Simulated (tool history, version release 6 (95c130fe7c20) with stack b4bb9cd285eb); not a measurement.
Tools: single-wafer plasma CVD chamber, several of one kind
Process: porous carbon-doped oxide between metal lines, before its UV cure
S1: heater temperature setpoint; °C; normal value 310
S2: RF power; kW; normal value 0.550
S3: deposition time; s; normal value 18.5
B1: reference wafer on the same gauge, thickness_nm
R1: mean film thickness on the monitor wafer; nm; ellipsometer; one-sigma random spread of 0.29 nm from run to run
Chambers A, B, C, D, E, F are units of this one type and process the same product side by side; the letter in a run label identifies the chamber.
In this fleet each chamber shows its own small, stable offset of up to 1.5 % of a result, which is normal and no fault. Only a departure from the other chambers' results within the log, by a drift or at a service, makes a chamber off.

run	hour	S1	S2	S3	B1	R1
1A	9.7	310	0.550	18.5	84.990	103.100
2B	14.4	310	0.550	18.5	85.000	103.560
3E	23.5	310	0.550	18.5	85.017	101.910
4F	32.0	310	0.550	18.5	84.999	102.040
5D	37.1	310	0.550	18.5	84.976	101.810
6C	42.7	310	0.550	18.5	84.965	102.070
7B	51.0	310	0.550	18.5	84.989	103.650
# hour 57.3: chamber D: thermocouple changed; heater temperature recalibrated
8D	60.6	310	0.550	21.6	85.070	118.580
9F	65.3	310	0.550	21.6	84.997	118.680
10C	71.5	310	0.550	21.6	84.986	118.370
# hour 80.6: chamber E: RF generator calibrated
11E	81.2	310	0.550	21.6	85.005	118.820
12A	88.7	310	0.550	21.6	84.985	119.360
13F	98.2	310	0.550	21.6	84.999	118.340
14B	103.5	310	0.550	16.7	84.980	93.788
15C	113.0	310	0.550	16.7	85.002	91.916
16E	121.3	310	0.550	16.7	85.033	92.483
17A	126.5	310	0.550	16.7	85.044	93.216
18D	132.9	310	0.550	16.7	84.985	92.287
19D	138.1	310	0.550	16.7	85.019	92.181
20E	147.7	310	0.550	18.5	84.997	102.230
21F	157.1	298	0.635	18.5	85.035	120.420
22A	164.0	298	0.635	18.5	84.995	121.290
23C	171.6	298	0.635	18.5	85.010	120.170
# hour 175.1: chamber F: thermocouple changed; heater temperature recalibrated
24B	177.0	298	0.635	18.5	84.970	123.570
25A	186.3	298	0.635	18.5	85.030	120.560
26C	195.0	298	0.635	18.5	84.999	120.150
27F	202.0	310	0.550	18.5	84.986	101.540
28E	210.5	310	0.550	18.5	85.033	102.060
29B	215.1	310	0.550	18.5	84.957	105.600
30D	220.4	310	0.550	18.5	84.993	102.040
31E	229.0	310	0.550	18.5	85.025	102.310
32C	234.9	310	0.550	18.5	84.998	102.150
# hour 236.3: chamber A: RF generator calibrated
33F	240.9	310	0.550	18.5	85.058	102.110
34B	245.6	310	0.550	18.5	84.937	105.920
35A	250.8	310	0.550	18.5	85.049	103.120
36D	260.3	310	0.550	18.5	85.018	101.340
37B	268.6	310	0.550	18.5	84.990	106.740
38D	278.0	310	0.550	18.5	85.041	101.620

Decide between three cases: one chamber stands off from its peers, the gauge reading all wafers drifts, or nothing is wrong past each chamber's small offset. Where a chamber is off, say which and what most likely put it there.

It is chamber B that slowly wanders off from its peers.
Likeliest cause: wafer temperature below the value expected at the setpoint (K) = 6.25.

Which of the 4 candidates below, each the usual settings with something changed and its results left as question marks, puts chamber B back in line with what the other chambers give on the usual settings?
A result is in line if it is within this distance of the other chambers' mean on the usual settings: R1 1.000 nm
39B-1	285.0	310	0.630	18.5		?
39B-2	285.0	310	0.535	17.9		?
39B-3	285.0	327	0.550	18.5		?
39B-4	285.0	309	0.550	19.3		?

Average result of the remaining chambers running the usual settings: R1 102.240 nm
run	R1
39B-1	117.480
39B-2	102.100
39B-3	98.131
39B-4	112.490
39B-2 puts the chamber back in line with the other chambers.
